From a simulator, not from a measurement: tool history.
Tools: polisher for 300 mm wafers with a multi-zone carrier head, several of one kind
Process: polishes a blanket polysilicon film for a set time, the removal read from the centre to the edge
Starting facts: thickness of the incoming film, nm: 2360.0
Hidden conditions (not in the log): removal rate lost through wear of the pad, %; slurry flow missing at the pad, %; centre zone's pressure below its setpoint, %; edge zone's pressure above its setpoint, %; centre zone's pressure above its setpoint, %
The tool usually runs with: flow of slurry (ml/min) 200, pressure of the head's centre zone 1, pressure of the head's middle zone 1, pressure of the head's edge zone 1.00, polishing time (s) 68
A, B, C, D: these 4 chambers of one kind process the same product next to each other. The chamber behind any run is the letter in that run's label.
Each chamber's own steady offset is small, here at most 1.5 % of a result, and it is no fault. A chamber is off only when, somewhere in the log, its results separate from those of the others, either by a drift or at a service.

run	hour	flow of slurry (ml/min)	pressure of the head's centre zone	pressure of the head's middle zone	pressure of the head's edge zone	polishing time (s)	wafers polished on this pad	hours since the slurry nozzle was cleaned	hours since the centre zone pressure was calibrated	hours since the edge zone pressure was calibrated	film removed at the wafer's centre (angstrom)	film removed at mid-radius (angstrom)	film removed at the wafer's edge (angstrom)
1B	5.9	200	1	1	1.00	68	175	204.6	62.0	1109.4	4216.8	4176.3	4180.2
# hour 6.2: chamber D: worn pad replaced by a new one
2D	11.3	200	1	1	1.00	68	63	449.4	234.8	979.3	4120.4	4125.7	4172.5
3C	17.9	200	1	1	1.00	68	757	151.8	1583.0	279.4	4173.6	4097.7	4137.7
# hour 21.0: chamber B: edge zone pressure recalibrated
4A	21.8	200	1	1	1.00	68	1001	243.1	35.1	901.9	4159.2	4071.3	4120.2
5A	27.6	200	1	1	1.00	68	1072	248.9	40.9	907.7	4190.9	4091.4	4192.5
6C	32.1	260	1	1	1.00	68	933	166.0	1597.2	293.6	4331.9	4243.1	4238.9
7B	38.4	260	1	1	1.00	68	578	237.1	94.5	17.4	4361.3	4264.4	4314.9
8D	43.5	260	1	1	1.00	68	462	481.6	267.0	1011.5	4253.0	4282.7	4257.3
9D	47.3	260	1	1	1.00	68	509	485.4	270.8	1015.3	4357.7	4256.0	4254.7
# hour 48.6: chamber C: centre zone pressure recalibrated
10B	51.6	200	1	1	1.00	68	742	250.3	107.7	30.6	4175.2	4226.7	4123.7
11C	56.6	200	1	1	1.00	68	1237	190.5	8.0	318.1	4211.3	4105.5	4080.8
# hour 58.8: chamber A: worn pad replaced by a new one
# hour 60.2: chamber D: worn pad replaced by a new one
12A	60.8	200	1	1	1.00	68	25	282.1	74.1	940.9	4149.0	4202.1	4263.3
13C	64.7	200	1	1	1.00	68	1338	198.6	16.1	326.2	4169.2	4149.4	4111.8
14A	68.7	200	1	1	1.00	68	123	290.0	82.0	948.8	4149.1	4236.9	4160.2
# hour 71.2: chamber B: worn pad replaced by a new one
15D	71.9	200	1	1	1.00	68	145	510.0	295.4	1039.9	4202.5	4204.1	4158.9
16B	76.9	200	1	1	1.00	68	71	275.6	133.0	55.9	4232.0	4179.1	4147.9
17C	82.7	200	1	1	1.00	68	1561	216.6	34.1	344.2	4200.6	4077.5	4045.3
18D	85.9	200	1	1	1.00	68	318	524.0	309.4	1053.9	4198.7	4161.1	4131.2
19A	91.5	200	1	1	1.00	68	406	312.8	104.8	971.6	4181.5	4003.5	4171.3
20B	95.0	200	1	1	1.00	68	295	293.7	151.1	74.0	4207.5	4156.0	4241.0
21C	99.9	200	1	1	1.00	68	1774	233.8	51.3	361.4	4099.2	4217.4	4080.9
# hour 104.3: chamber D: worn pad replaced by a new one
22B	104.9	140	1	1	1.00	45	418	303.6	161.0	83.9	2673.6	2617.0	2658.5
23A	108.2	140	1	1	1.00	45	613	329.5	121.5	988.3	2629.9	2540.8	2669.9
24D	112.1	140	1	1	1.00	45	97	550.2	335.6	1080.1	2571.0	2578.5	2613.2
25A	117.7	140	1	1	1.00	45	731	339.0	131.0	997.8	2590.3	2614.9	2659.1
26B	124.1	200	1	1	1.00	68	656	322.8	180.2	103.1	4155.0	4179.6	4148.6
27D	127.2	200	1	1	1.00	68	284	565.3	350.7	1095.2	4265.9	4177.3	4165.8
28C	130.9	200	1	1	1.00	68	2159	264.8	82.3	392.4	4025.2	4042.5	3989.6
29A	137.1	160	1	1	0.90	68	972	358.4	150.4	1017.2	4014.2	3997.6	3844.3
30B	142.4	160	1	1	0.90	68	883	341.1	198.5	121.4	4014.5	4025.6	3849.9
# hour 142.8: chamber B: worn pad replaced by a new one
31C	146.6	160	1	1	0.90	68	2353	280.5	98.0	408.1	3806.2	3847.5	3660.2
# hour 150.0: chamber D: worn pad replaced by a new one
32D	152.5	160	1	1	0.90	68	31	590.6	376.0	1120.5	4051.3	3995.9	3799.3
33C	156.0	200	1	1	1.11	68	2470	289.9	107.4	417.5	4032.0	3916.1	4222.5
34A	159.0	200	1	1	1.11	68	1243	380.3	172.3	1039.1	4149.9	4128.1	4362.1
35B	165.4	200	1	1	1.11	68	281	364.1	221.5	144.4	4241.0	4115.1	4416.8
# hour 167.3: chamber A: worn pad replaced by a new one
36D	168.7	200	1	1	1.11	68	232	606.8	392.2	1136.7	4300.4	4145.4	4363.6
# hour 172.1: chamber B: slurry nozzle cleaned
37D	175.3	200	1	1	1.00	68	314	613.4	398.8	1143.3	4191.2	4040.9	4076.9
38B	179.6	200	1	1	1.10	91	457	7.5	235.7	158.6	5511.4	5621.4	5933.1
39C	184.6	200	1	1	1.10	91	2825	318.5	136.0	446.1	5278.3	5272.5	5493.4
40A	188.7	200	1	1	1.10	91	265	410.0	202.0	1068.8	5596.1	5616.0	5880.5
# hour 193.9: chamber D: worn pad replaced by a new one
41C	194.0	200	1	1	1.10	91	2941	327.9	145.4	455.5	5177.5	5127.7	5345.5
42D	197.5	200	1	1	1.00	68	45	635.6	421.0	1165.5	4136.2	4122.1	4215.2

One chamber off, gauge drift, or nothing amiss beyond the chambers' own small offsets? If it is a chamber, which one, and what is the likeliest cause?

Little by little, chamber C moves away from the other chambers.
Cause: removal rate lost through wear of the pad, % = 7.06.
Not necessarily distinguishable in this log from: slurry flow missing at the pad, %.

Below are 4 candidate recipes for chamber C's next run, each the usual settings with a change, their results shown as question marks. Which of them brings C's results back in line with what the other chambers give on the usual settings?
Counts as in line when no further than this from what the other chambers average on the usual settings: film removed at the wafer's centre (angstrom) 150.0; film removed at mid-radius (angstrom) 200.0; film removed at the wafer's edge (angstrom) 120.0
43C-1	202.3	200	1	1.01	0.99	63					?	?	?
43C-2	202.3	200	1	1.00	1.00	70					?	?	?
43C-3	202.3	200	1	0.99	1.01	73					?	?	?
43C-4	202.3	200	1	1.00	1.00	66					?	?	?

Average result of the remaining chambers running the usual settings: film removed at the wafer's centre (angstrom) 4187.3; film removed at mid-radius (angstrom) 4149.2; film removed at the wafer's edge (angstrom) 4171.9
run	film removed at the wafer's centre (angstrom)	film removed at mid-radius (angstrom)	film removed at the wafer's edge (angstrom)
43C-1	3643.5	3626.1	3550.9
43C-2	4048.0	3992.4	3966.7
43C-3	4221.2	4125.2	4158.7
43C-4	3816.7	3764.2	3740.0
The answer is 43C-3, which returns the chamber to within the allowed miss of the others.
